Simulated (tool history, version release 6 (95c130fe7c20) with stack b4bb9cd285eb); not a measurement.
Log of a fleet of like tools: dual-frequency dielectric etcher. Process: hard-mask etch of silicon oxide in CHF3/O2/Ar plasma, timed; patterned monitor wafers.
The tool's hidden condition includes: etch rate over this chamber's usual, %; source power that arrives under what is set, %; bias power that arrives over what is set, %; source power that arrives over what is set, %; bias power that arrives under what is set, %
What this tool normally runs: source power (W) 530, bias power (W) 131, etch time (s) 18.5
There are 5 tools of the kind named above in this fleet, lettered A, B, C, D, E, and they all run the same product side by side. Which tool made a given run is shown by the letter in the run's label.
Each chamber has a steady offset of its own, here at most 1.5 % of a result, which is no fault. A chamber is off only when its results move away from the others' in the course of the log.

run,day,source power (W),bias power (W),etch time (s),hours since the last wet clean,hours since the last source power generator calibration,hours since the last bias power generator calibration,"read-back reference wafer on the same gauge, depth_nm",mean etch depth across the wafer (angstrom)
# day 0.092: chamber B: wet clean of the chamber
1C,0.546,530,131,18.5,280.6,3008.2,3595.1,27.401,317.74
2D,0.871,530,131,18.5,154.2,1144.6,1180.7,27.404,311.98
3E,1.171,530,131,18.5,319.0,674.4,4714.6,27.412,314.15
4B,1.792,530,131,18.5,40.8,2145.4,2362.5,27.422,313.94
5A,2.217,530,106,14.0,76.1,2406.6,1000.1,27.432,223.27
6E,2.554,530,106,14.0,352.2,707.6,4747.8,27.412,222.52
7A,2.967,530,106,14.0,94.1,2424.6,1018.1,27.428,223.48
8C,3.588,530,106,14.0,353.6,3081.2,3668.1,27.431,225.59
9B,3.908,530,106,14.0,91.6,2196.2,2413.3,27.438,222.13
10D,4.512,530,131,15.5,241.6,1232.0,1268.1,27.444,261.82
11A,4.896,530,131,15.5,140.4,2470.9,1064.4,27.451,263.82
# day 5.100: chamber A: source power generator calibrated
12D,5.308,530,131,15.5,260.7,1251.1,1287.2,27.454,261.65
13E,5.633,530,131,15.5,426.1,781.5,4821.7,27.450,264.03
14C,5.933,530,131,15.5,409.9,3137.5,3724.4,27.436,267.11
15B,6.496,640,131,18.5,153.7,2258.3,2475.4,27.451,338.69
16A,7.067,640,131,18.5,192.5,47.2,1116.5,27.452,340.28
# day 7.292: chamber B: bias power generator calibrated
# day 7.429: chamber C: wet clean of the chamber
17E,7.454,640,131,18.5,469.8,825.2,4865.4,27.467,338.16
18C,7.850,640,131,18.5,10.2,3183.5,3770.4,27.465,343.06
19D,8.471,640,131,18.5,336.6,1327.0,1363.1,27.469,336.06
20B,8.788,530,131,18.5,208.7,2313.3,35.9,27.473,315.24
21D,9.092,530,104,21.5,351.5,1341.9,1378.0,27.482,339.04
22C,9.546,530,104,21.5,50.9,3224.2,3811.1,27.484,345.86
# day 9.750: chamber E: wet clean of the chamber
23B,9.833,530,104,21.5,233.8,2338.4,61.0,27.484,340.58
24E,10.262,530,104,21.5,12.3,892.6,4932.8,27.476,340.40
25A,10.796,530,104,21.5,282.0,136.7,1206.0,27.484,341.48
26D,11.425,530,131,18.5,407.5,1397.9,1434.0,27.500,313.10
27E,11.708,530,131,18.5,47.0,927.3,4967.5,27.501,314.45
28B,12.108,530,131,18.5,288.4,2393.0,115.6,27.496,314.50
29C,12.500,530,131,16.5,121.8,3295.1,3882.0,27.506,284.74
30A,12.896,530,131,16.5,332.4,187.1,1256.4,27.500,282.01
31C,13.208,530,131,16.5,138.8,3312.1,3899.0,27.517,285.25
32E,13.696,530,131,16.5,94.7,975.0,5015.2,27.523,281.60
33D,14.125,530,131,16.5,472.3,1462.7,1498.8,27.510,279.30
34A,14.579,530,131,18.5,372.8,227.5,1296.8,27.522,316.56
35B,15.104,530,131,18.5,360.3,2464.9,187.5,27.526,315.18
36E,15.388,620,131,18.5,135.3,1015.6,5055.8,27.529,335.47
# day 15.404: chamber C: source power generator calibrated
37C,15.892,620,131,18.5,203.2,11.8,3963.4,27.539,339.39
38A,16.471,620,131,18.5,418.2,272.9,1342.2,27.548,336.63
39B,17.083,620,131,18.5,407.8,2512.4,235.0,27.551,336.52
# day 17.254: chamber D: wet clean of the chamber
40D,17.429,620,131,18.5,4.3,1542.0,1578.1,27.548,333.83
41C,17.875,530,131,18.5,250.8,59.4,4011.0,27.552,319.71

All 5 chambers run these settings next. Forecast each chamber's results:
42A,18.329,530,131,18.5,,,,,?
42B,18.329,530,131,18.5,,,,,?
42C,18.329,530,131,18.5,,,,,?
42D,18.329,530,131,18.5,,,,,?
42E,18.329,530,131,18.5,,,,,?

run,mean etch depth across the wafer (angstrom)
42A,316.57
42B,315.45
42C,320.72
42D,314.15
42E,315.87
